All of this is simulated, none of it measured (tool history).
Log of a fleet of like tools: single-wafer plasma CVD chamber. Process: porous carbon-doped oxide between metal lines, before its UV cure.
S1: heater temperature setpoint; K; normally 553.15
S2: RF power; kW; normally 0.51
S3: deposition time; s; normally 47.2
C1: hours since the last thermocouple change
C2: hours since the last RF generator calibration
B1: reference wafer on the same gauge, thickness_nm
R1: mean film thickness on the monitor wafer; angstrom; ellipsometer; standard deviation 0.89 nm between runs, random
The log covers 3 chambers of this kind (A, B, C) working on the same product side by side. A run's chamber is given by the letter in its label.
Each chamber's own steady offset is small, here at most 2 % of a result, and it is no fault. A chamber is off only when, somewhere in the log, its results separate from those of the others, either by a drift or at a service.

Run 1A, hour 11.3: usual settings; C1 1292.2; C2 209.3; B1 236.05. Result: R1 2918 angstrom.
Run 2B, hour 20.9: usual settings; C1 52.5; C2 228.6; B1 235.98. Result: R1 2904.8 angstrom.
Run 3C, hour 30.7: usual settings; C1 2187.6; C2 768.4; B1 236.13. Result: R1 2866 angstrom.
Run 4A, hour 42.1: usual settings; C1 1323; C2 240.1; B1 236.07. Result: R1 2922.5 angstrom.
Run 5C, hour 51.9: usual settings; C1 2208.8; C2 789.6; B1 236.1. Result: R1 2860.8 angstrom.
Run 6B, hour 61.8: usual settings; C1 93.4; C2 269.5; B1 236.08. Result: R1 2920.5 angstrom.
Run 7B, hour 67.7: usual settings; C1 99.3; C2 275.4; B1 235.94. Result: R1 2903.3 angstrom.
Run 8A, hour 74.5: usual settings; C1 1355.4; C2 272.5; B1 235.97. Result: R1 2909.9 angstrom.
Run 9C, hour 82.7: usual settings; C1 2239.6; C2 820.4; B1 236.06. Result: R1 2857.8 angstrom.
Run 10C, hour 93: usual settings; C1 2249.9; C2 830.7; B1 235.88. Result: R1 2876.8 angstrom.
Run 11A, hour 101.4: usual settings; C1 1382.3; C2 299.4; B1 235.75. Result: R1 2936.9 angstrom.
Run 12B, hour 110.7: usual settings; C1 142.3; C2 318.4; B1 235.97. Result: R1 2893.3 angstrom.
Run 13C, hour 121: usual settings; C1 2277.9; C2 858.7; B1 236.04. Result: R1 2864.4 angstrom.
Run 14A, hour 126.9: usual settings; C1 1407.8; C2 324.9; B1 236.01. Result: R1 2931.8 angstrom.
Run 15B, hour 135.3: usual settings; C1 166.9; C2 343; B1 235.97. Result: R1 2908.4 angstrom.
Run 16B, hour 142.1: usual settings; C1 173.7; C2 349.8; B1 236.02. Result: R1 2905.9 angstrom.
Run 17A, hour 148.1: usual settings but S2 0.61 kW; C1 1429; C2 346.1; B1 235.99. Result: R1 3287 angstrom.
Run 18C, hour 155.6: usual settings but S2 0.61 kW; C1 2312.5; C2 893.3; B1 236.03. Result: R1 3239.8 angstrom.
Run 19A, hour 162.2: usual settings but S2 0.61 kW; C1 1443.1; C2 360.2; B1 236.05. Result: R1 3279.7 angstrom.
Run 20C, hour 172.1: usual settings; C1 2329; C2 909.8; B1 236.05. Result: R1 2863.3 angstrom.
Run 21B, hour 181.3: usual settings; C1 212.9; C2 389; B1 236. Result: R1 2907.7 angstrom.
At hour 186.4: chamber C: thermocouple changed; heater temperature recalibrated.
Run 22A, hour 186.9: usual settings but S2 0.595 kW, S3 43.5 s; C1 1467.8; C2 384.9; B1 236.01. Result: R1 2990.5 angstrom.
At hour 190.6: chamber C: RF generator calibrated.
Run 23B, hour 193.7: usual settings but S2 0.595 kW, S3 43.5 s; C1 225.3; C2 401.4; B1 236.09. Result: R1 2967.5 angstrom.
Run 24C, hour 204.2: usual settings but S2 0.595 kW, S3 43.5 s; C1 17.9; C2 13.7; B1 235.91. Result: R1 2922.6 angstrom.
Run 25C, hour 212.7: usual settings; C1 26.4; C2 22.2; B1 235.87. Result: R1 2867 angstrom.
Run 26B, hour 219.5: usual settings but S2 0.585 kW; C1 251.1; C2 427.2; B1 235.87. Result: R1 3173.8 angstrom.
Run 27A, hour 227.8: usual settings but S2 0.585 kW; C1 1508.7; C2 425.8; B1 236.17. Result: R1 3212.9 angstrom.
Run 28B, hour 237.5: usual settings but S2 0.585 kW; C1 269.1; C2 445.2; B1 235.98. Result: R1 3148.9 angstrom.
Run 29C, hour 244.3: usual settings; C1 58; C2 53.8; B1 235.88. Result: R1 2870.3 angstrom.
Run 30A, hour 255.2: usual settings; C1 1536.1; C2 453.2; B1 236.02. Result: R1 2926.9 angstrom.
Run 31B, hour 263.2: usual settings; C1 294.8; C2 470.9; B1 235.88. Result: R1 2911.4 angstrom.
Run 32A, hour 272.2: usual settings; C1 1553.1; C2 470.2; B1 235.96. Result: R1 2919.5 angstrom.
Run 33C, hour 277.5: usual settings; C1 91.2; C2 87; B1 235.92. Result: R1 2851.3 angstrom.
Run 34C, hour 282.6: usual settings; C1 96.3; C2 92.1; B1 235.93. Result: R1 2860.3 angstrom.
Run 35B, hour 293.8: usual settings but S1 546.15 K, S2 0.605 kW; C1 325.4; C2 501.5; B1 236.09. Result: R1 3391.6 angstrom.
Run 36A, hour 304.5: usual settings but S1 546.15 K, S2 0.605 kW; C1 1585.4; C2 502.5; B1 236.03. Result: R1 3424.5 angstrom.
Run 37C, hour 312.1: usual settings but S1 546.15 K, S2 0.605 kW; C1 125.8; C2 121.6; B1 235.91. Result: R1 3341.3 angstrom.
Run 38B, hour 319.2: usual settings but S3 50.2 s; C1 350.8; C2 526.9; B1 236.01. Result: R1 3085.3 angstrom.
Run 39A, hour 326.8: usual settings but S3 50.2 s; C1 1607.7; C2 524.8; B1 235.94. Result: R1 3122.2 angstrom.
Run 40B, hour 336.6: usual settings but S3 50.2 s; C1 368.2; C2 544.3; B1 236.05. Result: R1 3080.3 angstrom.
Run 41C, hour 345.6: usual settings; C1 159.3; C2 155.1; B1 235.89. Result: R1 2864.8 angstrom.

What goes on in this fleet: one chamber off, a drifting gauge, or nothing beyond the chambers' own small offsets? Name the chamber and the cause, if any.

Beyond each chamber's small constant offset nothing stands out, and the gauge stays steady.

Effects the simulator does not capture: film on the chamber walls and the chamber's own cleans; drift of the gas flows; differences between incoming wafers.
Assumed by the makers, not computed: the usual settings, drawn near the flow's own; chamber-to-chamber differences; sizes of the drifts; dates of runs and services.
